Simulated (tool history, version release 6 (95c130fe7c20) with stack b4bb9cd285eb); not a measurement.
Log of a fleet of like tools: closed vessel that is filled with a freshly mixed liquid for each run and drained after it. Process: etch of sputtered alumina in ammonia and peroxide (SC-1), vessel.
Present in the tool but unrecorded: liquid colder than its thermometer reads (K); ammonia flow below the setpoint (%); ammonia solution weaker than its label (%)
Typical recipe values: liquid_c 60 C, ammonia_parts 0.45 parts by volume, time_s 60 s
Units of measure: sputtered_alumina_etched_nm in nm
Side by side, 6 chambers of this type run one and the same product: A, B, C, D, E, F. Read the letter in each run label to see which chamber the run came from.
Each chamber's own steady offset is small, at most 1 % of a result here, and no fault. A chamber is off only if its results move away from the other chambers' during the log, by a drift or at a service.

run	hour	liquid_c	ammonia_parts	time_s	hours since the thermometer was replaced	hours since the ammonia flow meter was replaced	hours since the drum of ammonia solution was connected	read-back film thickness of the sputtered alumina reference wafer, read on the same gauge (nm)	sputtered_alumina_etched_nm
# hour 3: chamber D: new drum of ammonia solution connected
1A	4.3	60	0.45	60	70	50.2	74	130.01	4.7685
2E	7.2	60	0.45	60	315.7	726	463.1	130.05	4.8632
3F	10.4	60	0.45	60	1289.2	374	200.3	129.98	4.8683
4B	13.6	60	0.45	60	1080.6	222.3	456.3	129.98	4.8509
5C	18.5	60	0.45	40	1520.2	221.3	249.6	129.98	3.2444
6D	22.1	60	0.45	40	797.1	84.1	19.1	129.98	3.273
7B	26.4	60	0.45	40	1093.4	235.1	469.1	129.99	3.2587
8E	31.7	60	0.45	40	340.2	750.5	487.6	130.02	3.2006
9C	34.8	60	0.45	40	1536.5	237.6	265.9	130.04	3.1935
10F	37.9	60	0.45	40	1316.7	401.5	227.8	129.99	3.2607
11A	42.1	69.5	0.45	85	107.8	88	111.8	130.01	10.804
12D	45.1	69.5	0.45	85	820.1	107.1	42.1	130.02	11.163
13A	50.1	69.5	0.45	85	115.8	96	119.8	129.98	10.843
14E	55.6	69.5	0.45	85	364.1	774.4	511.5	129.97	11.096
15B	60.5	69.5	0.45	85	1127.5	269.2	503.2	130.02	11.012
16D	63.6	69.5	0.45	85	838.6	125.6	60.6	129.96	11.16
17C	68.1	52.5	0.45	30	1569.8	270.9	299.2	129.99	1.6261
18F	71.7	52.5	0.45	30	1350.5	435.3	261.6	130.04	1.6533
19A	74.5	52.5	0.45	30	140.2	120.4	144.2	130.03	1.6264
20B	77.4	52.5	0.45	30	1144.4	286.1	520.1	130.03	1.6348
21C	81.3	52.5	0.45	30	1583	284.1	312.4	130.02	1.6219
22F	84.5	52.5	0.45	30	1363.3	448.1	274.4	130.04	1.6518
# hour 88.4: chamber C: thermometer replaced
23D	89.6	60	0.45	60	864.6	151.6	86.6	130.04	4.8877
24E	94.9	60	0.45	60	403.4	813.7	550.8	130.01	4.8323
25F	98.5	51	0.6	60	1377.3	462.1	288.4	129.95	3.1219
26C	102.9	51	0.6	60	14.6	305.7	334	130	3.0807
27E	108.4	51	0.6	60	416.9	827.2	564.3	129.98	3.0878
28D	112.1	51	0.6	60	887.1	174.1	109.1	129.98	3.0814
# hour 113.1: chamber F: new drum of ammonia solution connected
29B	114.9	51	0.6	60	1181.9	323.6	557.6	130	3.0697
30A	120.4	51	0.6	60	186.1	166.3	190.1	130.02	3.0877
31E	124.6	60	0.45	60	433.1	843.4	580.5	129.99	4.7943
32A	129.3	60	0.45	60	195	175.2	199	129.99	4.8262
33B	133.8	64.5	0.45	60	1200.8	342.5	576.5	129.98	6.1345
34D	138.6	64.5	0.45	60	913.6	200.6	135.6	130	6.1186
35C	141.5	64.5	0.45	60	53.2	344.3	372.6	129.98	6.0597
36F	146.5	64.5	0.45	60	1425.3	510.1	33.5	130.04	6.082
37C	151.4	64.5	0.45	60	63.1	354.2	382.5	129.99	5.9604
38F	154.2	64.5	0.45	60	1433	517.8	41.2	130.04	6.0926
39A	159.1	60	0.45	60	224.8	205	228.8	129.97	4.8376
40B	164.5	67.5	0.45	60	1231.5	373.2	607.2	129.99	7.0607
41D	169.7	67.5	0.45	60	944.7	231.7	166.7	130.03	7.1653
42E	173.9	67.5	0.45	60	482.4	892.7	629.8	130.02	7.0364
43A	177	67.5	0.45	60	242.7	222.9	246.7	130.03	6.9023

The same settings go to every chamber for the next run, one line per chamber below. Forecast the results for each:
44A	181.2	60	0.45	60					?
44B	181.2	60	0.45	60					?
44C	181.2	60	0.45	60					?
44D	181.2	60	0.45	60					?
44E	181.2	60	0.45	60					?
44F	181.2	60	0.45	60					?

run	sputtered_alumina_etched_nm
44A	4.7887
44B	4.8485
44C	4.8
44D	4.9101
44E	4.8433
44F	4.8737

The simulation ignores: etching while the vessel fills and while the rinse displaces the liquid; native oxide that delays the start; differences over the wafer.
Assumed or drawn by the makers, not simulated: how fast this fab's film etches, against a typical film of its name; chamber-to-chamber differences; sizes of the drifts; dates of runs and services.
